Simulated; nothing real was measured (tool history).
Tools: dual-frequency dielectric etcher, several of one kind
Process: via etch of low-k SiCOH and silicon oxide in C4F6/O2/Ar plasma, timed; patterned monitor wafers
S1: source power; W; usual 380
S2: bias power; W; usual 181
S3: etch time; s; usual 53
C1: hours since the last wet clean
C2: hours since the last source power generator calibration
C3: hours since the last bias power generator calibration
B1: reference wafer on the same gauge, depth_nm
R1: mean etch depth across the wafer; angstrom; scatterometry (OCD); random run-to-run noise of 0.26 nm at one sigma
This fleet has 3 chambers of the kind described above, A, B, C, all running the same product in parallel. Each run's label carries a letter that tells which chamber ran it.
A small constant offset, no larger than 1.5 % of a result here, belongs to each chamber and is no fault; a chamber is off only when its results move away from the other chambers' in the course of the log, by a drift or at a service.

{"run": "1A", "hour": 3.9, "S1": 380, "S2": 181, "S3": 53, "C1": 278.6, "C2": 1416.8, "C3": 2130.4, "B1": 109.02, "R1": 1248.4}
{"run": "2B", "hour": 8.0, "S1": 380, "S2": 181, "S3": 53, "C1": 38.5, "C2": 3389.2, "C3": 2941.5, "B1": 108.99, "R1": 1231.9}
{"run": "3C", "hour": 13.2, "S1": 380, "S2": 181, "S3": 53, "C1": 226.9, "C2": 1760.8, "C3": 336.7, "B1": 108.92, "R1": 1234.1}
{"run": "4C", "hour": 16.5, "S1": 380, "S2": 181, "S3": 53, "C1": 230.2, "C2": 1764.1, "C3": 340, "B1": 109.05, "R1": 1231.9}
{"run": "5B", "hour": 23.1, "S1": 380, "S2": 181, "S3": 53, "C1": 53.6, "C2": 3404.3, "C3": 2956.6, "B1": 108.97, "R1": 1234.2}
{"run": "6A", "hour": 28.0, "S1": 380, "S2": 181, "S3": 53, "C1": 302.7, "C2": 1440.9, "C3": 2154.5, "B1": 109.02, "R1": 1237.7}
{"run": "7B", "hour": 33.5, "S1": 380, "S2": 181, "S3": 53, "C1": 64, "C2": 3414.7, "C3": 2967, "B1": 109.01, "R1": 1229.8}
{"run": "8C", "hour": 37.6, "S1": 380, "S2": 181, "S3": 53, "C1": 251.3, "C2": 1785.2, "C3": 361.1, "B1": 108.97, "R1": 1231.1}
{"run": "9A", "hour": 42.0, "S1": 380, "S2": 181, "S3": 53, "C1": 316.7, "C2": 1454.9, "C3": 2168.5, "B1": 109.02, "R1": 1249.9}
{"run": "10A", "hour": 46.8, "S1": 380, "S2": 181, "S3": 53, "C1": 321.5, "C2": 1459.7, "C3": 2173.3, "B1": 108.98, "R1": 1247.7}
{"run": "11B", "hour": 50.7, "S1": 380, "S2": 181, "S3": 53, "C1": 81.2, "C2": 3431.9, "C3": 2984.2, "B1": 109.01, "R1": 1227.7}
{"run": "12C", "hour": 54.8, "S1": 380, "S2": 181, "S3": 53, "C1": 268.5, "C2": 1802.4, "C3": 378.3, "B1": 109.02, "R1": 1241.5}
{"run": "13B", "hour": 61.5, "S1": 380, "S2": 181, "S3": 53, "C1": 92, "C2": 3442.7, "C3": 2995, "B1": 108.98, "R1": 1229.6}
{"run": "14A", "hour": 66.5, "S1": 380, "S2": 181, "S3": 53, "C1": 341.2, "C2": 1479.4, "C3": 2193, "B1": 109.02, "R1": 1246.3}
{"run": "15C", "hour": 72.5, "S1": 380, "S2": 181, "S3": 53, "C1": 286.2, "C2": 1820.1, "C3": 396, "B1": 109, "R1": 1238.3}
{"run": "16C", "hour": 77.0, "S1": 380, "S2": 181, "S3": 53, "C1": 290.7, "C2": 1824.6, "C3": 400.5, "B1": 109.05, "R1": 1237.8}
{"run": "17B", "hour": 81.7, "S1": 380, "S2": 152, "S3": 67.5, "C1": 112.2, "C2": 3462.9, "C3": 3015.2, "B1": 109.04, "R1": 1484.7}
{"run": "18A", "hour": 86.1, "S1": 380, "S2": 152, "S3": 67.5, "C1": 360.8, "C2": 1499, "C3": 2212.6, "B1": 108.97, "R1": 1501.5}
{"run": "19B", "hour": 89.1, "S1": 380, "S2": 152, "S3": 67.5, "C1": 119.6, "C2": 3470.3, "C3": 3022.6, "B1": 109.06, "R1": 1482.3}
{"run": "20A", "hour": 94.1, "S1": 380, "S2": 181, "S3": 53, "C1": 368.8, "C2": 1507, "C3": 2220.6, "B1": 109, "R1": 1240.1}
{"run": "21C", "hour": 97.5, "S1": 380, "S2": 181, "S3": 53, "C1": 311.2, "C2": 1845.1, "C3": 421, "B1": 108.94, "R1": 1237.6}
{"run": "22A", "hour": 100.4, "S1": 380, "S2": 181, "S3": 53, "C1": 375.1, "C2": 1513.3, "C3": 2226.9, "B1": 108.93, "R1": 1244.9}
{"run": "23B", "hour": 105.2, "S1": 380, "S2": 181, "S3": 53, "C1": 135.7, "C2": 3486.4, "C3": 3038.7, "B1": 109, "R1": 1229.3}

For the next run the whole fleet of 3 chambers uses the same settings. Give each chamber's results:
{"run": "24A", "hour": 110.0, "S1": 380, "S2": 213, "S3": 53, "R1": "?"}
{"run": "24B", "hour": 110.0, "S1": 380, "S2": 213, "S3": 53, "R1": "?"}
{"run": "24C", "hour": 110.0, "S1": 380, "S2": 213, "S3": 53, "R1": "?"}

run=24A R1=1312.4
run=24B R1=1290
run=24C R1=1300.7
